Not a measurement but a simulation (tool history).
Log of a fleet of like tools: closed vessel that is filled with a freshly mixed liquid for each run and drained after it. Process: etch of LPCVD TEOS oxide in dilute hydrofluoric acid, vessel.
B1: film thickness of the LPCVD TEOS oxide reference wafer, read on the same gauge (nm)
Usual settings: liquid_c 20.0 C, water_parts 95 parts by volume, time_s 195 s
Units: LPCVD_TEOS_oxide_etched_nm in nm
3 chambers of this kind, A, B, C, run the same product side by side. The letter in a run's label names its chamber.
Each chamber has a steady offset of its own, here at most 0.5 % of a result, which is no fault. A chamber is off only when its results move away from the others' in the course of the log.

Run 1B, hour 10.9: usual settings; B1 129.98. Result: LPCVD_TEOS_oxide_etched_nm 44.644 nm.
Run 2A, hour 15.8: usual settings; B1 129.95. Result: LPCVD_TEOS_oxide_etched_nm 44.215 nm.
Run 3C, hour 23.8: usual settings; B1 129.98. Result: LPCVD_TEOS_oxide_etched_nm 44.575 nm.
At hour 27.9: chamber C: thermometer replaced.
Run 4A, hour 29.5: usual settings; B1 130.03. Result: LPCVD_TEOS_oxide_etched_nm 44.502 nm.
Run 5C, hour 39.3: usual settings; B1 130.03. Result: LPCVD_TEOS_oxide_etched_nm 44.305 nm.
Run 6B, hour 49.5: usual settings but liquid_c 17.5 C, water_parts 65 parts by volume; B1 130.03. Result: LPCVD_TEOS_oxide_etched_nm 61.306 nm.
Run 7C, hour 60.4: usual settings but liquid_c 17.5 C, water_parts 65 parts by volume; B1 130.02. Result: LPCVD_TEOS_oxide_etched_nm 61.353 nm.
Run 8A, hour 67.7: usual settings but liquid_c 17.5 C, water_parts 65 parts by volume; B1 129.97. Result: LPCVD_TEOS_oxide_etched_nm 60.980 nm.
Run 9B, hour 74.9: usual settings; B1 130.00. Result: LPCVD_TEOS_oxide_etched_nm 44.796 nm.
Run 10C, hour 81.9: usual settings; B1 129.99. Result: LPCVD_TEOS_oxide_etched_nm 44.499 nm.
Run 11B, hour 89.1: usual settings; B1 130.00. Result: LPCVD_TEOS_oxide_etched_nm 44.066 nm.
Run 12A, hour 100.3: usual settings; B1 130.00. Result: LPCVD_TEOS_oxide_etched_nm 45.028 nm.
Run 13C, hour 106.2: usual settings; B1 130.00. Result: LPCVD_TEOS_oxide_etched_nm 44.461 nm.
Run 14A, hour 111.4: usual settings but time_s 235 s; B1 129.99. Result: LPCVD_TEOS_oxide_etched_nm 53.926 nm.
Run 15B, hour 116.6: usual settings but time_s 235 s; B1 130.01. Result: LPCVD_TEOS_oxide_etched_nm 53.693 nm.
Run 16C, hour 124.1: usual settings but time_s 235 s; B1 129.99. Result: LPCVD_TEOS_oxide_etched_nm 53.764 nm.
Run 17B, hour 130.5: usual settings; B1 129.97. Result: LPCVD_TEOS_oxide_etched_nm 44.838 nm.
Run 18A, hour 139.5: usual settings; B1 129.98. Result: LPCVD_TEOS_oxide_etched_nm 44.459 nm.
Run 19A, hour 145.6: usual settings; B1 129.98. Result: LPCVD_TEOS_oxide_etched_nm 44.192 nm.
Run 20C, hour 150.9: usual settings; B1 129.96. Result: LPCVD_TEOS_oxide_etched_nm 44.426 nm.
Run 21B, hour 157.4: usual settings; B1 129.97. Result: LPCVD_TEOS_oxide_etched_nm 44.304 nm.
Run 22B, hour 163.6: usual settings; B1 129.98. Result: LPCVD_TEOS_oxide_etched_nm 44.821 nm.
Run 23A, hour 172.3: usual settings; B1 130.03. Result: LPCVD_TEOS_oxide_etched_nm 44.348 nm.
Run 24C, hour 178.4: usual settings; B1 130.02. Result: LPCVD_TEOS_oxide_etched_nm 44.012 nm.
Run 25B, hour 184.0: usual settings; B1 130.01. Result: LPCVD_TEOS_oxide_etched_nm 44.323 nm.
Run 26A, hour 192.8: usual settings; B1 129.98. Result: LPCVD_TEOS_oxide_etched_nm 44.791 nm.
Run 27C, hour 201.4: usual settings; B1 129.99. Result: LPCVD_TEOS_oxide_etched_nm 44.227 nm.
Run 28B, hour 211.3: usual settings; B1 129.97. Result: LPCVD_TEOS_oxide_etched_nm 44.575 nm.
Run 29A, hour 222.3: usual settings but liquid_c 17.0 C, time_s 105 s; B1 130.03. Result: LPCVD_TEOS_oxide_etched_nm 21.098 nm.
Run 30C, hour 232.5: usual settings but liquid_c 17.0 C, time_s 105 s; B1 129.97. Result: LPCVD_TEOS_oxide_etched_nm 21.234 nm.
Run 31A, hour 242.6: usual settings but liquid_c 17.0 C, time_s 105 s; B1 129.97. Result: LPCVD_TEOS_oxide_etched_nm 21.180 nm.
Run 32C, hour 248.7: usual settings; B1 129.94. Result: LPCVD_TEOS_oxide_etched_nm 44.610 nm.
Run 33B, hour 254.7: usual settings but water_parts 75 parts by volume; B1 130.02. Result: LPCVD_TEOS_oxide_etched_nm 57.442 nm.

What goes on in this fleet: one chamber off, a drifting gauge, or nothing beyond the chambers' own small offsets? Name the chamber and the cause, if any.

No chamber stands off beyond its own small offset, and the gauge holds steady.
